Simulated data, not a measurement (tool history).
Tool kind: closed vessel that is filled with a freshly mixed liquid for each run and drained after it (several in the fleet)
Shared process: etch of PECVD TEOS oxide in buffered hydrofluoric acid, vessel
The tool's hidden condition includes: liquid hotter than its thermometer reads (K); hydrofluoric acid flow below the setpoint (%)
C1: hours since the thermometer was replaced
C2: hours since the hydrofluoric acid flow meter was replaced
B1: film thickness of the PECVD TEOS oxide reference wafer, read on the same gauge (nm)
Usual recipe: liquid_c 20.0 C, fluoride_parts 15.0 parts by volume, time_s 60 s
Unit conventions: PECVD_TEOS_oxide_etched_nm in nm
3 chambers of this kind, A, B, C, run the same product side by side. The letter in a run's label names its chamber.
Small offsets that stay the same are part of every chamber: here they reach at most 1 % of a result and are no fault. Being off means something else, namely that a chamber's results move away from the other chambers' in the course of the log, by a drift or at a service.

run 1C day=0.562 | liquid_c=20.0 fluoride_parts=15.0 time_s=60 | C1=140.6 C2=100.6 | B1=80.007 | PECVD_TEOS_oxide_etched_nm=39.928
run 2A day=0.971 | liquid_c=20.0 fluoride_parts=15.0 time_s=60 | C1=227.4 C2=699.8 | B1=79.988 | PECVD_TEOS_oxide_etched_nm=40.696
run 3B day=1.375 | liquid_c=20.0 fluoride_parts=15.0 time_s=60 | C1=316.2 C2=551.8 | B1=79.995 | PECVD_TEOS_oxide_etched_nm=40.622
-- day=1.712 chamber A: hydrofluoric acid flow meter replaced
run 4B day=1.717 | liquid_c=20.0 fluoride_parts=15.0 time_s=60 | C1=324.4 C2=560.0 | B1=79.997 | PECVD_TEOS_oxide_etched_nm=40.040
run 5C day=2.271 | liquid_c=20.0 fluoride_parts=15.0 time_s=60 | C1=181.6 C2=141.6 | B1=80.008 | PECVD_TEOS_oxide_etched_nm=39.924
run 6A day=2.604 | liquid_c=20.0 fluoride_parts=15.0 time_s=60 | C1=266.6 C2=21.4 | B1=80.003 | PECVD_TEOS_oxide_etched_nm=40.384
run 7A day=3.092 | liquid_c=20.0 fluoride_parts=15.0 time_s=60 | C1=278.3 C2=33.1 | B1=80.000 | PECVD_TEOS_oxide_etched_nm=40.716
run 8C day=3.471 | liquid_c=20.0 fluoride_parts=15.0 time_s=30 | C1=210.4 C2=170.4 | B1=80.009 | PECVD_TEOS_oxide_etched_nm=19.903
run 9B day=3.929 | liquid_c=20.0 fluoride_parts=15.0 time_s=30 | C1=377.5 C2=613.1 | B1=80.008 | PECVD_TEOS_oxide_etched_nm=20.048
run 10A day=4.212 | liquid_c=20.0 fluoride_parts=15.0 time_s=30 | C1=305.2 C2=60.0 | B1=79.985 | PECVD_TEOS_oxide_etched_nm=20.141
run 11C day=4.725 | liquid_c=20.0 fluoride_parts=15.0 time_s=60 | C1=240.5 C2=200.5 | B1=80.009 | PECVD_TEOS_oxide_etched_nm=39.825
run 12B day=5.000 | liquid_c=20.0 fluoride_parts=15.0 time_s=60 | C1=403.2 C2=638.8 | B1=80.009 | PECVD_TEOS_oxide_etched_nm=40.650
run 13C day=5.267 | liquid_c=20.0 fluoride_parts=15.0 time_s=60 | C1=253.5 C2=213.5 | B1=79.997 | PECVD_TEOS_oxide_etched_nm=39.736
run 14A day=5.567 | liquid_c=20.0 fluoride_parts=15.0 time_s=60 | C1=337.7 C2=92.5 | B1=79.987 | PECVD_TEOS_oxide_etched_nm=40.240
run 15B day=5.946 | liquid_c=20.0 fluoride_parts=15.0 time_s=60 | C1=425.9 C2=661.5 | B1=80.000 | PECVD_TEOS_oxide_etched_nm=40.197
run 16C day=6.429 | liquid_c=24.5 fluoride_parts=15.0 time_s=30 | C1=281.4 C2=241.4 | B1=79.999 | PECVD_TEOS_oxide_etched_nm=25.439
run 17B day=6.704 | liquid_c=24.5 fluoride_parts=15.0 time_s=30 | C1=444.1 C2=679.7 | B1=79.986 | PECVD_TEOS_oxide_etched_nm=25.724
run 18A day=7.083 | liquid_c=24.5 fluoride_parts=15.0 time_s=30 | C1=374.1 C2=128.9 | B1=79.998 | PECVD_TEOS_oxide_etched_nm=26.036
run 19B day=7.575 | liquid_c=20.0 fluoride_parts=15.0 time_s=60 | C1=465.0 C2=700.6 | B1=80.006 | PECVD_TEOS_oxide_etched_nm=40.014
run 20C day=8.133 | liquid_c=20.0 fluoride_parts=15.0 time_s=60 | C1=322.3 C2=282.3 | B1=80.003 | PECVD_TEOS_oxide_etched_nm=40.025
run 21A day=8.392 | liquid_c=24.5 fluoride_parts=15.0 time_s=60 | C1=405.5 C2=160.3 | B1=80.007 | PECVD_TEOS_oxide_etched_nm=51.634
run 22B day=8.796 | liquid_c=24.5 fluoride_parts=15.0 time_s=60 | C1=494.3 C2=729.9 | B1=80.008 | PECVD_TEOS_oxide_etched_nm=51.048
run 23C day=9.379 | liquid_c=24.5 fluoride_parts=15.0 time_s=60 | C1=352.2 C2=312.2 | B1=79.996 | PECVD_TEOS_oxide_etched_nm=51.452
run 24A day=9.829 | liquid_c=20.0 fluoride_parts=15.0 time_s=60 | C1=440.0 C2=194.8 | B1=80.004 | PECVD_TEOS_oxide_etched_nm=40.609
run 25A day=10.167 | liquid_c=20.0 fluoride_parts=15.0 time_s=60 | C1=448.1 C2=202.9 | B1=79.982 | PECVD_TEOS_oxide_etched_nm=40.219
run 26C day=10.554 | liquid_c=20.0 fluoride_parts=15.0 time_s=60 | C1=380.4 C2=340.4 | B1=80.001 | PECVD_TEOS_oxide_etched_nm=39.572
run 27B day=11.133 | liquid_c=20.0 fluoride_parts=15.0 time_s=60 | C1=550.4 C2=786.0 | B1=80.008 | PECVD_TEOS_oxide_etched_nm=39.927
run 28B day=11.454 | liquid_c=20.0 fluoride_parts=15.0 time_s=60 | C1=558.1 C2=793.7 | B1=80.004 | PECVD_TEOS_oxide_etched_nm=39.622
run 29C day=11.958 | liquid_c=20.0 fluoride_parts=15.0 time_s=60 | C1=414.1 C2=374.1 | B1=79.981 | PECVD_TEOS_oxide_etched_nm=39.872
run 30A day=12.404 | liquid_c=20.0 fluoride_parts=15.0 time_s=60 | C1=501.8 C2=256.6 | B1=79.998 | PECVD_TEOS_oxide_etched_nm=40.356
run 31A day=12.875 | liquid_c=20.0 fluoride_parts=15.0 time_s=60 | C1=513.1 C2=267.9 | B1=79.991 | PECVD_TEOS_oxide_etched_nm=40.223
run 32B day=13.296 | liquid_c=20.0 fluoride_parts=15.0 time_s=60 | C1=602.3 C2=837.9 | B1=80.022 | PECVD_TEOS_oxide_etched_nm=40.212
run 33C day=13.842 | liquid_c=20.0 fluoride_parts=15.0 time_s=60 | C1=459.3 C2=419.3 | B1=80.008 | PECVD_TEOS_oxide_etched_nm=40.209
run 34B day=14.250 | liquid_c=20.0 fluoride_parts=20.5 time_s=75 | C1=625.2 C2=860.8 | B1=79.995 | PECVD_TEOS_oxide_etched_nm=37.635
run 35A day=14.721 | liquid_c=20.0 fluoride_parts=20.5 time_s=75 | C1=557.4 C2=312.2 | B1=79.997 | PECVD_TEOS_oxide_etched_nm=37.040
run 36C day=15.088 | liquid_c=20.0 fluoride_parts=20.5 time_s=75 | C1=489.2 C2=449.2 | B1=80.009 | PECVD_TEOS_oxide_etched_nm=37.050
run 37A day=15.625 | liquid_c=20.0 fluoride_parts=15.0 time_s=60 | C1=579.1 C2=333.9 | B1=80.001 | PECVD_TEOS_oxide_etched_nm=40.231
run 38C day=16.171 | liquid_c=20.0 fluoride_parts=15.0 time_s=60 | C1=515.2 C2=475.2 | B1=79.999 | PECVD_TEOS_oxide_etched_nm=39.814
run 39B day=16.579 | liquid_c=20.0 fluoride_parts=10.0 time_s=60 | C1=681.1 C2=916.7 | B1=80.002 | PECVD_TEOS_oxide_etched_nm=60.065

Is one chamber out of step, is the gauge drifting, or do the chambers differ by no more than their own small offsets? For an off chamber, give its letter and the likeliest cause.

Beyond each chamber's small constant offset nothing stands out, and the gauge stays steady.
